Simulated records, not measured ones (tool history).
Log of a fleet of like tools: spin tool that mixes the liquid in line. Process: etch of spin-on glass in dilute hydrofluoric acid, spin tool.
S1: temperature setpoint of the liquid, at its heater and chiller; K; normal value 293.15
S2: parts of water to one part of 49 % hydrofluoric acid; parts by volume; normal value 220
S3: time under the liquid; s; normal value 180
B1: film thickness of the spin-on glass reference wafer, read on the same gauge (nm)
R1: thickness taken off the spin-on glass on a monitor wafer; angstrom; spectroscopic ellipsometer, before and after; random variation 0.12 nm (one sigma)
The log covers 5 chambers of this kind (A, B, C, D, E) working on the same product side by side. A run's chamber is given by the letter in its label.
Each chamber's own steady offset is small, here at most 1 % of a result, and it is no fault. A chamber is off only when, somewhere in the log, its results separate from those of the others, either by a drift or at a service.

At hour 3.3: chamber C: thermometer replaced.
Run 1E, hour 7.1: usual settings; B1 150. Result: R1 238.47 angstrom.
Run 2C, hour 14: usual settings; B1 150. Result: R1 241.04 angstrom.
Run 3B, hour 19.3: usual settings; B1 149.99. Result: R1 235.45 angstrom.
Run 4A, hour 24.3: usual settings; B1 149.97. Result: R1 236.69 angstrom.
Run 5D, hour 27.7: usual settings but S1 297.15 K; B1 150. Result: R1 276.88 angstrom.
Run 6C, hour 34.5: usual settings but S1 297.15 K; B1 150.01. Result: R1 281.14 angstrom.
Run 7E, hour 38.4: usual settings but S1 297.15 K; B1 149.98. Result: R1 273.9 angstrom.
Run 8B, hour 44.5: usual settings but S1 297.15 K; B1 150.01. Result: R1 275.16 angstrom.
Run 9A, hour 51.3: usual settings but S1 297.15 K; B1 150.01. Result: R1 274.36 angstrom.
Run 10D, hour 57.3: usual settings; B1 150.02. Result: R1 237.71 angstrom.
Run 11E, hour 60.9: usual settings; B1 149.97. Result: R1 237.62 angstrom.
Run 12B, hour 66: usual settings; B1 150. Result: R1 238 angstrom.
Run 13D, hour 72.3: usual settings; B1 149.99. Result: R1 235.18 angstrom.
Run 14A, hour 79.3: usual settings; B1 149.99. Result: R1 236.47 angstrom.
Run 15C, hour 84.9: usual settings but S1 297.15 K; B1 149.99. Result: R1 280.88 angstrom.
Run 16C, hour 90.9: usual settings but S1 297.15 K; B1 149.99. Result: R1 282.31 angstrom.
Run 17B, hour 94.9: usual settings but S1 297.15 K; B1 149.97. Result: R1 274.47 angstrom.
Run 18D, hour 102.2: usual settings but S1 297.15 K; B1 150.02. Result: R1 273.7 angstrom.
At hour 105.3: chamber D: hydrofluoric acid flow meter replaced.
Run 19E, hour 109.5: usual settings but S1 297.15 K; B1 150.01. Result: R1 273.96 angstrom.
Run 20A, hour 113.3: usual settings; B1 149.96. Result: R1 234.54 angstrom.
Run 21E, hour 118.9: usual settings but S1 296.65 K; B1 150.02. Result: R1 268.17 angstrom.
Run 22C, hour 126: usual settings but S1 296.65 K; B1 149.99. Result: R1 276.95 angstrom.
Run 23D, hour 133.2: usual settings but S1 296.65 K; B1 150.01. Result: R1 271.26 angstrom.
Run 24B, hour 139.7: usual settings but S1 296.65 K; B1 150. Result: R1 270.92 angstrom.
Run 25A, hour 146.5: usual settings but S1 296.65 K; B1 149.99. Result: R1 268.8 angstrom.
Run 26D, hour 153.4: usual settings; B1 149.99. Result: R1 235.97 angstrom.
Run 27C, hour 157.3: usual settings; B1 149.96. Result: R1 248.7 angstrom.
Run 28E, hour 162: usual settings; B1 149.99. Result: R1 236.72 angstrom.
Run 29A, hour 166.1: usual settings; B1 150. Result: R1 238.7 angstrom.
Run 30B, hour 171.9: usual settings; B1 150.01. Result: R1 237.99 angstrom.
Run 31D, hour 177.1: usual settings; B1 150.03. Result: R1 234.32 angstrom.
Run 32E, hour 184: usual settings; B1 149.98. Result: R1 238.3 angstrom.
Run 33C, hour 187.9: usual settings; B1 149.99. Result: R1 247.2 angstrom.
Run 34B, hour 191.6: usual settings; B1 149.99. Result: R1 238.08 angstrom.
Run 35A, hour 198.7: usual settings; B1 150.01. Result: R1 239.71 angstrom.
Run 36D, hour 205.4: usual settings; B1 150. Result: R1 235.76 angstrom.
Run 37B, hour 211.9: usual settings but S1 291.15 K, S2 300 parts by volume; B1 150. Result: R1 150.16 angstrom.

Each of the 5 chambers runs these same settings next. Fill in every chamber's results:
Run 38A, hour 217.1: usual settings but S3 110 s. Result: R1 ?.
Run 38B, hour 217.1: usual settings but S3 110 s. Result: R1 ?.
Run 38C, hour 217.1: usual settings but S3 110 s. Result: R1 ?.
Run 38D, hour 217.1: usual settings but S3 110 s. Result: R1 ?.
Run 38E, hour 217.1: usual settings but S3 110 s. Result: R1 ?.

run      R1
38A  144.55
38B  146.34
38C   152.1
38D  144.87
38E  144.23
